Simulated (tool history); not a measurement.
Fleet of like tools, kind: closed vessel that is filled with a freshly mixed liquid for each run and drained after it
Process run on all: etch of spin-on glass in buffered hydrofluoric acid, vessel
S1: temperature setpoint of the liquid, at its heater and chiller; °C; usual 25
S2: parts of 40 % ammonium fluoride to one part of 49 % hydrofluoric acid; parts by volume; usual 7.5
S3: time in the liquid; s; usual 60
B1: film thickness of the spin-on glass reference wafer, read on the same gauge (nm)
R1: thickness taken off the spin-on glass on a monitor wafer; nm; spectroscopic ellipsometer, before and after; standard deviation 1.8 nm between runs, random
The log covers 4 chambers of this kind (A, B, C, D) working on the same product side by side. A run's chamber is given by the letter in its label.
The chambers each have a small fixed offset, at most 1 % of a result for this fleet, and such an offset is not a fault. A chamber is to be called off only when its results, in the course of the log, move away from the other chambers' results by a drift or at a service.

| run | hour | S1 | S2 | S3 | B1 | R1 |
|---|---|---|---|---|---|---|
| 1B | 6.7 | 25 | 7.5 | 60 | 50.007 | 311.97 |
| 2C | 19.4 | 25 | 7.5 | 60 | 49.992 | 307.76 |
|  | 23.4 | chamber A: thermometer replaced |
| 3D | 32 | 25 | 7.5 | 60 | 49.966 | 307.03 |
| 4A | 41.8 | 25 | 7.5 | 60 | 49.982 | 312.11 |
| 5A | 52 | 25 | 7.5 | 60 | 50.015 | 309.09 |
| 6B | 64.7 | 25 | 7.5 | 60 | 50.015 | 311.14 |
|  | 76.5 | chamber A: hydrofluoric acid flow meter replaced |
| 7D | 77.2 | 25 | 7.5 | 60 | 50.002 | 311.06 |
| 8C | 87.2 | 25 | 7.5 | 60 | 50.014 | 310.73 |
| 9A | 96.2 | 25 | 7.5 | 60 | 49.982 | 308.64 |
| 10B | 105.4 | 20.5 | 7.5 | 40 | 49.998 | 162.28 |
| 11D | 115 | 20.5 | 7.5 | 40 | 50.011 | 161.75 |
| 12C | 123.2 | 20.5 | 7.5 | 40 | 50.036 | 160.47 |
| 13A | 130.5 | 20.5 | 7.5 | 40 | 49.989 | 160.23 |
| 14C | 137.2 | 25 | 7.5 | 60 | 49.987 | 309.37 |
| 15D | 148 | 25 | 7.5 | 60 | 50.005 | 307.76 |
| 16B | 157.2 | 25 | 7.5 | 60 | 50.017 | 313.25 |
| 17A | 169.4 | 25 | 7.5 | 60 | 49.982 | 307.51 |
| 18D | 181.7 | 25 | 7.5 | 60 | 49.975 | 309.44 |
| 19C | 189.1 | 25 | 7.5 | 60 | 49.988 | 311.03 |
| 20B | 201.6 | 25 | 10.5 | 85 | 50.001 | 320.78 |
| 21C | 208.6 | 25 | 10.5 | 85 | 50.027 | 323.91 |
| 22B | 215 | 25 | 10.5 | 85 | 50.009 | 324.81 |
|  | 215.2 | chamber B: hydrofluoric acid flow meter replaced |
| 23A | 228 | 25 | 10.5 | 85 | 49.991 | 322.62 |
| 24D | 239.7 | 25 | 7.5 | 60 | 50.023 | 309.62 |
| 25C | 247 | 25 | 7.5 | 60 | 50.011 | 306 |
| 26B | 259.4 | 25 | 10.5 | 60 | 50.009 | 228.51 |
| 27D | 266.1 | 25 | 10.5 | 60 | 49.966 | 229.79 |
| 28A | 278.8 | 25 | 10.5 | 60 | 49.983 | 227.52 |
| 29C | 290.1 | 25 | 10.5 | 60 | 50.007 | 228.81 |
| 30A | 296 | 25 | 7.5 | 60 | 50.03 | 308.51 |
| 31D | 306.1 | 21.5 | 9.5 | 60 | 49.986 | 200.53 |
| 32B | 319.4 | 21.5 | 9.5 | 60 | 50.004 | 203.38 |
| 33B | 329.5 | 21.5 | 9.5 | 60 | 50.012 | 203.39 |
| 34D | 340 | 21.5 | 9.5 | 60 | 50.007 | 203.97 |
| 35C | 348.7 | 25 | 7.5 | 60 | 50.015 | 310.92 |
| 36A | 356.4 | 25 | 7.5 | 60 | 50.019 | 309.16 |

Each of the 4 chambers runs these same settings next. Fill in every chamber's results:
| 37A | 366 | 25 | 7.5 | 60 |  | ? |
| 37B | 366 | 25 | 7.5 | 60 |  | ? |
| 37C | 366 | 25 | 7.5 | 60 |  | ? |
| 37D | 366 | 25 | 7.5 | 60 |  | ? |

| run | R1 |
|---|---|
| 37A | 310.35 |
| 37B | 312.08 |
| 37C | 312.29 |
| 37D | 308.35 |
